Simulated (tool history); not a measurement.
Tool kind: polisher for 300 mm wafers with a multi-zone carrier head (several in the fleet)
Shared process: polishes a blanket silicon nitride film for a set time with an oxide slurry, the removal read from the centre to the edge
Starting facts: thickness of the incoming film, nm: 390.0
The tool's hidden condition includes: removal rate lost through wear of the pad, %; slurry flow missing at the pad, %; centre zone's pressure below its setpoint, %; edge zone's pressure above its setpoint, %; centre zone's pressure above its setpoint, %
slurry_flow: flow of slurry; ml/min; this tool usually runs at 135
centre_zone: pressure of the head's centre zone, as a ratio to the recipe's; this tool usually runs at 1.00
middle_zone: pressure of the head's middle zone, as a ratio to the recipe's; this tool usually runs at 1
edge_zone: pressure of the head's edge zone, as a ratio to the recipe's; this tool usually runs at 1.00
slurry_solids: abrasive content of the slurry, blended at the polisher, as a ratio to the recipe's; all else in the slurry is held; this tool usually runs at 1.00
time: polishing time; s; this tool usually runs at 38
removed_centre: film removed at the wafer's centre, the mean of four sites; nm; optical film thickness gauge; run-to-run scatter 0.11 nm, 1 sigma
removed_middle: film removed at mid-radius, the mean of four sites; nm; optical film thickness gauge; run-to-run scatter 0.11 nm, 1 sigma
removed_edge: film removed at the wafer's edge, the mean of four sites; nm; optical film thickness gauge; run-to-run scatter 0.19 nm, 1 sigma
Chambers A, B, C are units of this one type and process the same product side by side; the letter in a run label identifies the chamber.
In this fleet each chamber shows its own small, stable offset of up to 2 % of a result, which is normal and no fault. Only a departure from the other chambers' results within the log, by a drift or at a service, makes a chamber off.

| run | day | slurry_flow | centre_zone | middle_zone | edge_zone | slurry_solids | time | wafers polished on this pad | hours since the slurry nozzle was cleaned | hours since the centre zone pressure was calibrated | hours since the edge zone pressure was calibrated | removed_centre | removed_middle | removed_edge |
|---|---|---|---|---|---|---|---|---|---|---|---|---|---|---|
|  | 0.046 | chamber B: edge zone pressure recalibrated |
| 1C | 0.238 | 135 | 1.00 | 1 | 1.00 | 1.00 | 38 | 121 | 394.4 | 72.3 | 370.3 | 18.413 | 18.032 | 17.745 |
| 2B | 0.450 | 135 | 1.00 | 1 | 1.00 | 1.00 | 38 | 795 | 16.6 | 1330.7 | 9.8 | 18.073 | 18.243 | 18.327 |
| 3A | 0.642 | 135 | 1.00 | 1 | 1.00 | 1.00 | 38 | 474 | 310.2 | 70.6 | 183.4 | 18.087 | 18.178 | 17.989 |
| 4C | 0.962 | 135 | 1.00 | 1 | 1.00 | 1.00 | 38 | 339 | 411.8 | 89.7 | 387.7 | 18.169 | 17.993 | 17.721 |
| 5B | 1.233 | 135 | 1.00 | 1 | 1.00 | 1.00 | 38 | 1030 | 35.4 | 1349.5 | 28.6 | 18.231 | 18.058 | 18.320 |
|  | 1.533 | chamber C: worn pad replaced by a new one |
| 6A | 1.554 | 135 | 1.00 | 1 | 1.00 | 1.00 | 38 | 748 | 332.1 | 92.5 | 205.3 | 18.054 | 17.939 | 18.155 |
|  | 1.562 | chamber A: worn pad replaced by a new one |
| 7C | 1.725 | 135 | 1.00 | 1 | 1.00 | 1.00 | 38 | 58 | 430.1 | 108.0 | 406.0 | 18.307 | 18.150 | 17.990 |
| 8A | 1.892 | 135 | 1.00 | 1 | 1.00 | 1.00 | 38 | 99 | 340.2 | 100.6 | 213.4 | 18.233 | 17.982 | 18.201 |
|  | 1.904 | chamber B: worn pad replaced by a new one |
| 9B | 2.146 | 135 | 1.00 | 1 | 1.00 | 1.00 | 44 | 72 | 57.3 | 1371.4 | 50.5 | 20.867 | 21.013 | 20.934 |
| 10C | 2.375 | 135 | 1.00 | 1 | 1.00 | 1.00 | 44 | 253 | 445.7 | 123.6 | 421.6 | 21.211 | 20.736 | 20.889 |
| 11B | 2.721 | 135 | 1.00 | 1 | 1.00 | 1.00 | 44 | 245 | 71.1 | 1385.2 | 64.3 | 21.203 | 20.982 | 21.531 |
| 12A | 2.912 | 135 | 1.00 | 1 | 1.00 | 1.00 | 38 | 405 | 364.7 | 125.1 | 237.9 | 18.223 | 18.198 | 18.172 |
| 13B | 3.192 | 135 | 1.00 | 1 | 1.00 | 1.00 | 38 | 386 | 82.4 | 1396.5 | 75.6 | 18.160 | 18.033 | 18.315 |
|  | 3.292 | chamber C: worn pad replaced by a new one |
| 14C | 3.362 | 135 | 1.00 | 1 | 1.00 | 1.25 | 44 | 22 | 469.4 | 147.3 | 445.3 | 23.526 | 22.714 | 23.251 |
| 15A | 3.596 | 135 | 1.00 | 1 | 1.00 | 1.25 | 44 | 611 | 381.1 | 141.5 | 254.3 | 23.064 | 22.789 | 23.488 |
| 16A | 3.958 | 135 | 1.00 | 1 | 1.00 | 1.25 | 44 | 719 | 389.8 | 150.2 | 263.0 | 23.413 | 22.977 | 23.284 |
| 17B | 4.138 | 135 | 1.00 | 1 | 1.00 | 1.00 | 38 | 670 | 105.1 | 1419.2 | 98.3 | 18.195 | 18.134 | 18.416 |
|  | 4.238 | chamber B: centre zone pressure recalibrated |
|  | 4.254 | chamber A: worn pad replaced by a new one |
|  | 4.454 | chamber A: slurry nozzle cleaned |
| 18C | 4.496 | 135 | 1.00 | 1 | 1.00 | 1.00 | 38 | 362 | 496.6 | 174.5 | 472.5 | 18.450 | 18.116 | 17.749 |
| 19C | 4.662 | 135 | 1.00 | 1 | 1.00 | 1.00 | 38 | 412 | 500.6 | 178.5 | 476.5 | 18.306 | 18.054 | 17.804 |
| 20A | 4.925 | 135 | 1.11 | 1 | 1.07 | 1.00 | 38 | 201 | 11.3 | 173.4 | 286.2 | 20.285 | 18.015 | 18.762 |
|  | 4.975 | chamber C: worn pad replaced by a new one |
| 21B | 5.221 | 135 | 1.11 | 1 | 1.07 | 1.00 | 38 | 996 | 131.1 | 23.7 | 124.3 | 19.363 | 17.846 | 18.556 |
| 22C | 5.517 | 135 | 1.11 | 1 | 1.07 | 1.00 | 38 | 163 | 521.1 | 199.0 | 497.0 | 20.398 | 17.864 | 18.722 |
|  | 5.633 | chamber B: worn pad replaced by a new one |
| 23B | 5.842 | 135 | 1.00 | 1 | 1.00 | 1.00 | 38 | 62 | 146.0 | 38.6 | 139.2 | 17.413 | 18.212 | 18.254 |
| 24A | 6.067 | 135 | 1.00 | 1 | 1.00 | 1.00 | 38 | 544 | 38.7 | 200.8 | 313.6 | 18.251 | 18.117 | 18.329 |
| 25A | 6.354 | 135 | 1.00 | 1 | 1.00 | 1.00 | 38 | 630 | 45.6 | 207.7 | 320.5 | 18.157 | 18.027 | 18.006 |
| 26C | 6.542 | 135 | 1.00 | 1 | 1.00 | 1.00 | 38 | 471 | 545.7 | 223.6 | 521.6 | 18.404 | 17.828 | 17.926 |
|  | 6.588 | chamber C: worn pad replaced by a new one |
|  | 6.779 | chamber A: worn pad replaced by a new one |
| 27B | 6.779 | 135 | 1.00 | 1 | 1.00 | 1.00 | 38 | 344 | 168.5 | 61.1 | 161.7 | 17.714 | 17.934 | 18.155 |
| 28C | 7.092 | 135 | 1.00 | 1 | 1.00 | 1.00 | 38 | 152 | 558.9 | 236.8 | 534.8 | 18.466 | 18.053 | 17.825 |
| 29A | 7.317 | 135 | 1.00 | 1 | 1.00 | 1.00 | 38 | 162 | 68.7 | 230.8 | 343.6 | 18.165 | 18.067 | 17.938 |

Read the log: is a single chamber off, either drifting away or since a service, is the gauge that measures every chamber drifting, or is nothing wrong beyond small per-chamber offsets? Name any odd chamber and what most likely caused it.

Chamber B came out of a service off from its peers and stayed that way.
Likeliest cause: centre zone's pressure below its setpoint, % = 4.12.

Below are 4 candidate recipes for chamber B's next run, each the usual settings with a change, their results shown as question marks. Which of them brings B's results back in line with what the other chambers give on the usual settings?
In line means no further than this from the other chambers' mean on the usual settings: removed_centre 0.400 nm; removed_middle 0.390 nm; removed_edge 0.680 nm
| 30B-1 | 7.579 | 130 | 0.96 | 1.01 | 1.01 | 1.00 | 38 |  |  |  |  | ? | ? | ? |
| 30B-2 | 7.579 | 140 | 1.04 | 0.99 | 0.99 | 1.00 | 38 |  |  |  |  | ? | ? | ? |
| 30B-3 | 7.579 | 130 | 0.92 | 1.02 | 1.03 | 1.00 | 38 |  |  |  |  | ? | ? | ? |
| 30B-4 | 7.579 | 140 | 1.08 | 0.98 | 0.97 | 1.00 | 38 |  |  |  |  | ? | ? | ? |

What the other chambers average on the usual settings: removed_centre 18.289 nm; removed_middle 17.980 nm; removed_edge 18.085 nm
| run | removed_centre | removed_middle | removed_edge |
|---|---|---|---|
| 30B-1 | 16.441 | 18.114 | 18.175 |
| 30B-2 | 18.259 | 18.051 | 18.190 |
| 30B-3 | 15.692 | 18.285 | 18.361 |
| 30B-4 | 19.021 | 17.878 | 18.000 |
It is 30B-2 that realigns the chamber with its peers.
